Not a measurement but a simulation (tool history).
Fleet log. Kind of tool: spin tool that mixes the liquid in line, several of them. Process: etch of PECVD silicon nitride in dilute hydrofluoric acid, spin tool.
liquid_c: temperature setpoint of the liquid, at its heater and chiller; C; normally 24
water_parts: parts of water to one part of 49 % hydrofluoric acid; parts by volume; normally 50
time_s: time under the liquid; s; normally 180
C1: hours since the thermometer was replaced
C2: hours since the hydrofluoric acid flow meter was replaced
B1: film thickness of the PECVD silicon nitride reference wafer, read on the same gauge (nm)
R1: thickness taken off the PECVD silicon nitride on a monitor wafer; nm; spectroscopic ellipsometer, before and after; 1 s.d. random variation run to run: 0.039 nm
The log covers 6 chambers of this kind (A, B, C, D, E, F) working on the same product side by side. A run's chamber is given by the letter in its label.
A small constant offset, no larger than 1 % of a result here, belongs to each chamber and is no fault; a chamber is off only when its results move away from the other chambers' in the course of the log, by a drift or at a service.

run 1C hour=6.2 | liquid_c=24 water_parts=50 time_s=180 | C1=766.2 C2=1829.1 | B1=150.01 | R1=6.5178
run 2E hour=12.2 | liquid_c=24 water_parts=50 time_s=180 | C1=1114.8 C2=873 | B1=150.03 | R1=6.4922
run 3F hour=16.1 | liquid_c=24 water_parts=50 time_s=180 | C1=480.6 C2=1354.1 | B1=150 | R1=6.5487
run 4B hour=22.2 | liquid_c=24 water_parts=50 time_s=180 | C1=73.3 C2=735 | B1=150.03 | R1=6.5389
run 5D hour=27.9 | liquid_c=24 water_parts=50 time_s=180 | C1=133.4 C2=51.7 | B1=149.99 | R1=6.4657
run 6A hour=33.7 | liquid_c=24 water_parts=50 time_s=180 | C1=2707.3 C2=83.3 | B1=149.98 | R1=6.467
run 7E hour=39.5 | liquid_c=24 water_parts=50 time_s=180 | C1=1142.1 C2=900.3 | B1=150.02 | R1=6.4023
run 8A hour=44 | liquid_c=24 water_parts=50 time_s=180 | C1=2717.6 C2=93.6 | B1=150.02 | R1=6.4926
run 9D hour=51.6 | liquid_c=24 water_parts=50 time_s=180 | C1=157.1 C2=75.4 | B1=149.99 | R1=6.5518
run 10B hour=59.3 | liquid_c=24 water_parts=50 time_s=180 | C1=110.4 C2=772.1 | B1=150 | R1=6.5288
run 11F hour=67.2 | liquid_c=24 water_parts=50 time_s=180 | C1=531.7 C2=1405.2 | B1=150.01 | R1=6.5701
run 12C hour=70.9 | liquid_c=24 water_parts=50 time_s=180 | C1=830.9 C2=1893.8 | B1=150 | R1=6.5182
run 13F hour=78.1 | liquid_c=24 water_parts=50 time_s=180 | C1=542.6 C2=1416.1 | B1=149.99 | R1=6.599
run 14A hour=81.6 | liquid_c=24 water_parts=50 time_s=180 | C1=2755.2 C2=131.2 | B1=149.99 | R1=6.4723
run 15B hour=86 | liquid_c=24 water_parts=50 time_s=180 | C1=137.1 C2=798.8 | B1=150 | R1=6.5217
-- hour=86.7 chamber A: thermometer replaced
run 16E hour=90 | liquid_c=24 water_parts=50 time_s=180 | C1=1192.6 C2=950.8 | B1=150 | R1=6.5084
run 17C hour=94.5 | liquid_c=24 water_parts=50 time_s=180 | C1=854.5 C2=1917.4 | B1=150 | R1=6.521
run 18D hour=100.9 | liquid_c=24 water_parts=35 time_s=180 | C1=206.4 C2=124.7 | B1=150.01 | R1=9.1886
run 19E hour=107.3 | liquid_c=24 water_parts=35 time_s=180 | C1=1209.9 C2=968.1 | B1=150.01 | R1=9.0559
run 20C hour=111.6 | liquid_c=24 water_parts=35 time_s=180 | C1=871.6 C2=1934.5 | B1=149.99 | R1=9.2518
run 21D hour=115.4 | liquid_c=24 water_parts=35 time_s=180 | C1=220.9 C2=139.2 | B1=150.01 | R1=9.1785
run 22A hour=121.5 | liquid_c=24 water_parts=35 time_s=180 | C1=34.9 C2=171.1 | B1=150.02 | R1=9.3052
run 23B hour=129.2 | liquid_c=24 water_parts=35 time_s=180 | C1=180.3 C2=842 | B1=149.99 | R1=9.2057
run 24F hour=133.8 | liquid_c=24 water_parts=50 time_s=180 | C1=598.3 C2=1471.8 | B1=149.99 | R1=6.8175
run 25D hour=140.4 | liquid_c=24 water_parts=50 time_s=180 | C1=245.9 C2=164.2 | B1=149.99 | R1=6.5682
run 26E hour=147 | liquid_c=24 water_parts=50 time_s=180 | C1=1249.6 C2=1007.8 | B1=149.99 | R1=6.5281
run 27B hour=151.3 | liquid_c=24 water_parts=50 time_s=180 | C1=202.4 C2=864.1 | B1=149.99 | R1=6.5032
run 28C hour=158.6 | liquid_c=24 water_parts=50 time_s=180 | C1=918.6 C2=1981.5 | B1=150 | R1=6.4615
run 29A hour=162.2 | liquid_c=24 water_parts=50 time_s=180 | C1=75.6 C2=211.8 | B1=150.01 | R1=6.426
run 30F hour=169.3 | liquid_c=24 water_parts=50 time_s=180 | C1=633.8 C2=1507.3 | B1=150 | R1=6.942
run 31B hour=177.1 | liquid_c=24 water_parts=50 time_s=180 | C1=228.2 C2=889.9 | B1=149.99 | R1=6.6169
run 32E hour=182.8 | liquid_c=24 water_parts=50 time_s=180 | C1=1285.4 C2=1043.6 | B1=149.99 | R1=6.4901
-- hour=183.9 chamber F: thermometer replaced
run 33A hour=189.5 | liquid_c=24 water_parts=50 time_s=180 | C1=102.9 C2=239.1 | B1=150 | R1=6.5524
run 34C hour=193.4 | liquid_c=24 water_parts=50 time_s=180 | C1=953.4 C2=2016.3 | B1=149.99 | R1=6.4717
run 35F hour=199.4 | liquid_c=24 water_parts=50 time_s=180 | C1=15.5 C2=1537.4 | B1=150.02 | R1=6.8694
run 36D hour=203.4 | liquid_c=24 water_parts=50 time_s=180 | C1=308.9 C2=227.2 | B1=150.01 | R1=6.5124
run 37B hour=207.2 | liquid_c=22 water_parts=75 time_s=180 | C1=258.3 C2=920 | B1=150 | R1=3.8579
run 38E hour=214.2 | liquid_c=22 water_parts=75 time_s=180 | C1=1316.8 C2=1075 | B1=149.98 | R1=3.8432
run 39D hour=220.8 | liquid_c=22 water_parts=75 time_s=180 | C1=326.3 C2=244.6 | B1=150.02 | R1=3.8832
run 40A hour=225.3 | liquid_c=22 water_parts=75 time_s=180 | C1=138.7 C2=274.9 | B1=149.98 | R1=3.8273
run 41F hour=232.5 | liquid_c=22 water_parts=75 time_s=180 | C1=48.6 C2=1570.5 | B1=150 | R1=4.2091

Is one chamber out of step, is the gauge drifting, or do the chambers differ by no more than their own small offsets? For an off chamber, give its letter and the likeliest cause.

Little by little, chamber F moves away from the other chambers.
Likeliest cause: hydrofluoric acid flow above the setpoint (%) = 8.89.

Which of the 4 candidates below, each the usual settings with something changed and its results left as question marks, puts chamber F back in line with what the other chambers give on the usual settings?
Counts as in line when no further than this from what the other chambers average on the usual settings: R1 0.14 nm
run 42F-1 hour=238.2 | liquid_c=24.5 water_parts=50 time_s=190 | R1=?
run 42F-2 hour=238.2 | liquid_c=24 water_parts=45 time_s=195 | R1=?
run 42F-3 hour=238.2 | liquid_c=21.5 water_parts=50 time_s=180 | R1=?
run 42F-4 hour=238.2 | liquid_c=23.5 water_parts=50 time_s=170 | R1=?

The mean the other chambers reach with the usual settings: R1 6.5141 nm
run=42F-1 R1=7.7307
run=42F-2 R1=8.4894
run=42F-3 R1=5.9791
run=42F-4 R1=6.4649
With 42F-4, the chamber falls back in line with the rest.
